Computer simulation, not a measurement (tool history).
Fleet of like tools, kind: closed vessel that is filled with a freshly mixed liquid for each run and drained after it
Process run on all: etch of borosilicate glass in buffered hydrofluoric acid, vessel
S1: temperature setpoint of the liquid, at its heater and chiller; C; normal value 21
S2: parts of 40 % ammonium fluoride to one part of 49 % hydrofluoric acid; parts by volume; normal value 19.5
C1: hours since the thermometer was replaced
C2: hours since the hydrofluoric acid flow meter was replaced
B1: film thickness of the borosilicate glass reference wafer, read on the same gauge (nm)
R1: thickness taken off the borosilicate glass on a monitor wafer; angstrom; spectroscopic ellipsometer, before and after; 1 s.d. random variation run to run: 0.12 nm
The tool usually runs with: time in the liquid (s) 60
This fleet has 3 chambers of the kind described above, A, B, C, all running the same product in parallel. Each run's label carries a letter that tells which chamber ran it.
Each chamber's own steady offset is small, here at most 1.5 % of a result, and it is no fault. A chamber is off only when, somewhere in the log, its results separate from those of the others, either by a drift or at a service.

run 1A day=0.321 | S1=21 S2=19.5 time_in_the_liquid_(s)=60 | C1=409.4 C2=1834 | B1=50.006 | R1=330.18
run 2C day=0.571 | S1=21 S2=19.5 time_in_the_liquid_(s)=60 | C1=528.1 C2=125.3 | B1=49.994 | R1=325.82
run 3B day=0.879 | S1=21 S2=19.5 time_in_the_liquid_(s)=60 | C1=1130.5 C2=477.1 | B1=49.979 | R1=332.18
run 4C day=1.125 | S1=21 S2=19.5 time_in_the_liquid_(s)=60 | C1=541.4 C2=138.6 | B1=50.006 | R1=326.4
run 5A day=1.479 | S1=18 S2=19.5 time_in_the_liquid_(s)=60 | C1=437.2 C2=1861.8 | B1=50 | R1=280.31
run 6B day=1.842 | S1=18 S2=19.5 time_in_the_liquid_(s)=60 | C1=1153.6 C2=500.2 | B1=50.014 | R1=281.89
run 7B day=2.038 | S1=18 S2=19.5 time_in_the_liquid_(s)=60 | C1=1158.3 C2=504.9 | B1=50.009 | R1=281.99
run 8C day=2.442 | S1=21 S2=19.5 time_in_the_liquid_(s)=60 | C1=573 C2=170.2 | B1=49.992 | R1=324.16
run 9A day=2.717 | S1=21 S2=19.5 time_in_the_liquid_(s)=60 | C1=466.9 C2=1891.5 | B1=50.026 | R1=327.27
run 10B day=3.075 | S1=21 S2=19.5 time_in_the_liquid_(s)=60 | C1=1183.2 C2=529.8 | B1=49.999 | R1=331.84
run 11C day=3.262 | S1=21 S2=19.5 time_in_the_liquid_(s)=85 | C1=592.7 C2=189.9 | B1=50.011 | R1=461.87
run 12A day=3.546 | S1=21 S2=19.5 time_in_the_liquid_(s)=85 | C1=486.8 C2=1911.4 | B1=50.007 | R1=466.47
run 13C day=3.917 | S1=21 S2=19.5 time_in_the_liquid_(s)=85 | C1=608.4 C2=205.6 | B1=49.984 | R1=463.91
run 14B day=4.246 | S1=21 S2=19.5 time_in_the_liquid_(s)=60 | C1=1211.3 C2=557.9 | B1=49.993 | R1=332.18
run 15A day=4.425 | S1=21 S2=19.5 time_in_the_liquid_(s)=45 | C1=507.9 C2=1932.5 | B1=49.974 | R1=248.17
run 16B day=4.708 | S1=21 S2=19.5 time_in_the_liquid_(s)=45 | C1=1222.4 C2=569 | B1=49.992 | R1=248.87
run 17C day=4.896 | S1=21 S2=19.5 time_in_the_liquid_(s)=45 | C1=631.9 C2=229.1 | B1=50.002 | R1=244.7
run 18A day=5.233 | S1=21 S2=19.5 time_in_the_liquid_(s)=60 | C1=527.3 C2=1951.9 | B1=50.033 | R1=330.21
run 19B day=5.517 | S1=21 S2=19.5 time_in_the_liquid_(s)=60 | C1=1241.8 C2=588.4 | B1=49.991 | R1=333.05
run 20A day=5.746 | S1=21 S2=19.5 time_in_the_liquid_(s)=60 | C1=539.6 C2=1964.2 | B1=50.018 | R1=329.29
run 21C day=6.012 | S1=23.5 S2=22.5 time_in_the_liquid_(s)=60 | C1=658.7 C2=255.9 | B1=50 | R1=333.29

Is one chamber off against the others, does the gauge drift, or is nothing wrong? If a chamber is off, say which, and what the likeliest cause is.

No chamber is off and the gauge is stable; the differences are just each chamber's small, constant offset.
